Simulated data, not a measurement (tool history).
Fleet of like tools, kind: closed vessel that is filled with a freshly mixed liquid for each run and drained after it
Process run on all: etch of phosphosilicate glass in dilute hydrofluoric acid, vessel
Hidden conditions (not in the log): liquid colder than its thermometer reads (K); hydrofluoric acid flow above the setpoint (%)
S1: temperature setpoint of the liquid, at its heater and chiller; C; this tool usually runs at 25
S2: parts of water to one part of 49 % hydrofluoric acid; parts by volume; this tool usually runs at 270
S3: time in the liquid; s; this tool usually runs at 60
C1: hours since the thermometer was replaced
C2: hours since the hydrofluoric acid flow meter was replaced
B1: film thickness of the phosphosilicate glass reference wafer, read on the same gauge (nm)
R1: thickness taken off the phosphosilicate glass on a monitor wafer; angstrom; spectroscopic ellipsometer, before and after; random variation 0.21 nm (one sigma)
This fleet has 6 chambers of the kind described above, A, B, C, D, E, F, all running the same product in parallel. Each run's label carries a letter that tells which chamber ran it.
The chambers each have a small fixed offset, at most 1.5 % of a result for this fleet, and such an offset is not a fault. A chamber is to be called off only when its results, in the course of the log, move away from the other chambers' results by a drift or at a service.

{"run": "1F", "hour": 6.1, "S1": 25, "S2": 270, "S3": 60, "C1": 907.5, "C2": 454, "B1": 109.96, "R1": 389.77}
{"run": "2C", "hour": 11.1, "S1": 25, "S2": 270, "S3": 60, "C1": 279.4, "C2": 454.2, "B1": 110.03, "R1": 380.62}
{"run": "3D", "hour": 19.5, "S1": 25, "S2": 270, "S3": 60, "C1": 681.7, "C2": 264.1, "B1": 110, "R1": 376.74}
{"run": "4A", "hour": 27.2, "S1": 25, "S2": 270, "S3": 60, "C1": 694.8, "C2": 1846.3, "B1": 109.98, "R1": 382.47}
{"run": "5E", "hour": 32.5, "S1": 25, "S2": 270, "S3": 60, "C1": 298.7, "C2": 116, "B1": 110.03, "R1": 386.69}
{"run": "6B", "hour": 38.3, "S1": 25, "S2": 270, "S3": 60, "C1": 769.4, "C2": 576.7, "B1": 109.97, "R1": 381.27}
{"run": "7D", "hour": 47.1, "S1": 25, "S2": 270, "S3": 60, "C1": 709.3, "C2": 291.7, "B1": 109.96, "R1": 378.3}
{"run": "8F", "hour": 54.5, "S1": 25, "S2": 270, "S3": 60, "C1": 955.9, "C2": 502.4, "B1": 110.01, "R1": 383.88}
{"run": "9E", "hour": 61.4, "S1": 25, "S2": 270, "S3": 60, "C1": 327.6, "C2": 144.9, "B1": 109.97, "R1": 384.34}
{"run": "10B", "hour": 66.4, "S1": 25, "S2": 270, "S3": 60, "C1": 797.5, "C2": 604.8, "B1": 110.06, "R1": 385.36}
{"run": "11C", "hour": 74.8, "S1": 27.5, "S2": 225, "S3": 60, "C1": 343.1, "C2": 517.9, "B1": 109.98, "R1": 519.93}
{"run": "12A", "hour": 83.8, "S1": 27.5, "S2": 225, "S3": 60, "C1": 751.4, "C2": 1902.9, "B1": 110.05, "R1": 519.54}
{"run": "13B", "hour": 91.1, "S1": 27.5, "S2": 225, "S3": 60, "C1": 822.2, "C2": 629.5, "B1": 110.04, "R1": 525.65}
{"run": "14F", "hour": 99.9, "S1": 27.5, "S2": 225, "S3": 60, "C1": 1001.3, "C2": 547.8, "B1": 110, "R1": 535.4}
{"hour": 103.3, "done": "chamber B: thermometer replaced"}
{"run": "15E", "hour": 104.2, "S1": 27.5, "S2": 225, "S3": 60, "C1": 370.4, "C2": 187.7, "B1": 110, "R1": 522.81}
{"run": "16C", "hour": 110.7, "S1": 27.5, "S2": 225, "S3": 60, "C1": 379, "C2": 553.8, "B1": 110.03, "R1": 521.68}
{"run": "17D", "hour": 117.6, "S1": 25, "S2": 270, "S3": 60, "C1": 779.8, "C2": 362.2, "B1": 110.08, "R1": 379.08}
{"run": "18A", "hour": 124.9, "S1": 25, "S2": 270, "S3": 60, "C1": 792.5, "C2": 1944, "B1": 110.01, "R1": 370.53}
{"run": "19F", "hour": 130.6, "S1": 25, "S2": 270, "S3": 60, "C1": 1032, "C2": 578.5, "B1": 110, "R1": 387.46}
{"run": "20C", "hour": 138.0, "S1": 25, "S2": 270, "S3": 60, "C1": 406.3, "C2": 581.1, "B1": 110.07, "R1": 378.03}
{"run": "21B", "hour": 145.7, "S1": 25, "S2": 270, "S3": 60, "C1": 42.5, "C2": 684.1, "B1": 110.04, "R1": 382.62}
{"run": "22E", "hour": 150.8, "S1": 25, "S2": 270, "S3": 60, "C1": 417, "C2": 234.3, "B1": 110.04, "R1": 384.11}
{"run": "23A", "hour": 158.8, "S1": 25, "S2": 270, "S3": 60, "C1": 826.4, "C2": 1977.9, "B1": 110, "R1": 367.76}
{"run": "24D", "hour": 166.2, "S1": 25, "S2": 270, "S3": 60, "C1": 828.4, "C2": 410.8, "B1": 109.97, "R1": 379.36}
{"run": "25E", "hour": 173.9, "S1": 25, "S2": 270, "S3": 60, "C1": 440.1, "C2": 257.4, "B1": 110.02, "R1": 383.92}
{"run": "26B", "hour": 183.0, "S1": 25, "S2": 270, "S3": 60, "C1": 79.8, "C2": 721.4, "B1": 110.01, "R1": 382.96}
{"run": "27F", "hour": 187.8, "S1": 25, "S2": 270, "S3": 60, "C1": 1089.2, "C2": 635.7, "B1": 109.99, "R1": 384.6}
{"run": "28A", "hour": 193.0, "S1": 25, "S2": 270, "S3": 60, "C1": 860.6, "C2": 2012.1, "B1": 110.02, "R1": 364.46}
{"run": "29C", "hour": 200.9, "S1": 25, "S2": 270, "S3": 60, "C1": 469.2, "C2": 644, "B1": 110.01, "R1": 374.26}
{"run": "30D", "hour": 207.7, "S1": 25, "S2": 270, "S3": 60, "C1": 869.9, "C2": 452.3, "B1": 110, "R1": 378.01}
{"run": "31B", "hour": 212.4, "S1": 25, "S2": 270, "S3": 60, "C1": 109.2, "C2": 750.8, "B1": 109.96, "R1": 383.61}
{"run": "32D", "hour": 216.4, "S1": 21, "S2": 270, "S3": 75, "C1": 878.6, "C2": 461, "B1": 109.94, "R1": 412.12}
{"run": "33C", "hour": 221.8, "S1": 21, "S2": 270, "S3": 75, "C1": 490.1, "C2": 664.9, "B1": 110.04, "R1": 409.44}
{"run": "34A", "hour": 229.3, "S1": 21, "S2": 270, "S3": 75, "C1": 896.9, "C2": 2048.4, "B1": 110, "R1": 390.06}
{"run": "35E", "hour": 234.5, "S1": 21, "S2": 270, "S3": 75, "C1": 500.7, "C2": 318, "B1": 110.02, "R1": 416.16}
{"run": "36F", "hour": 243.0, "S1": 21, "S2": 270, "S3": 75, "C1": 1144.4, "C2": 690.9, "B1": 110.01, "R1": 417.62}
{"run": "37A", "hour": 248.1, "S1": 21, "S2": 270, "S3": 75, "C1": 915.7, "C2": 2067.2, "B1": 109.94, "R1": 386.14}
{"run": "38C", "hour": 256.3, "S1": 25, "S2": 270, "S3": 60, "C1": 524.6, "C2": 699.4, "B1": 110, "R1": 376.24}
{"run": "39E", "hour": 265.2, "S1": 25, "S2": 270, "S3": 60, "C1": 531.4, "C2": 348.7, "B1": 110.07, "R1": 383.44}
{"run": "40D", "hour": 269.5, "S1": 25, "S2": 270, "S3": 60, "C1": 931.7, "C2": 514.1, "B1": 110.03, "R1": 378.97}
{"run": "41B", "hour": 275.8, "S1": 25, "S2": 270, "S3": 60, "C1": 172.6, "C2": 814.2, "B1": 110.04, "R1": 383.3}

Is one chamber out of step, is the gauge drifting, or do the chambers differ by no more than their own small offsets? For an off chamber, give its letter and the likeliest cause.

Chamber A drifts away from the others.
Cause: liquid colder than its thermometer reads (K) = 2.14.
The log might look much the same if the cause were instead: hydrofluoric acid flow below the setpoint (%).

Below are 4 candidate recipes for chamber A's next run, each the usual settings with a change, their results shown as question marks. Which of them brings A's results back in line with what the other chambers give on the usual settings?
In-line tolerance around the mean of the other chambers on the usual settings: R1 7.2 angstrom
{"run": "42A-1", "hour": 282.3, "S1": 24.5, "S2": 295, "S3": 60, "R1": "?"}
{"run": "42A-2", "hour": 282.3, "S1": 25, "S2": 245, "S3": 60, "R1": "?"}
{"run": "42A-3", "hour": 282.3, "S1": 25, "S2": 255, "S3": 60, "R1": "?"}
{"run": "42A-4", "hour": 282.3, "S1": 23, "S2": 270, "S3": 60, "R1": "?"}

Mean of the other chambers on the usual settings: R1 382.03 angstrom
run=42A-1 R1=312.94
run=42A-2 R1=401.44
run=42A-3 R1=382.19
run=42A-4 R1=330.89
42A-3 brings the chamber back in line.
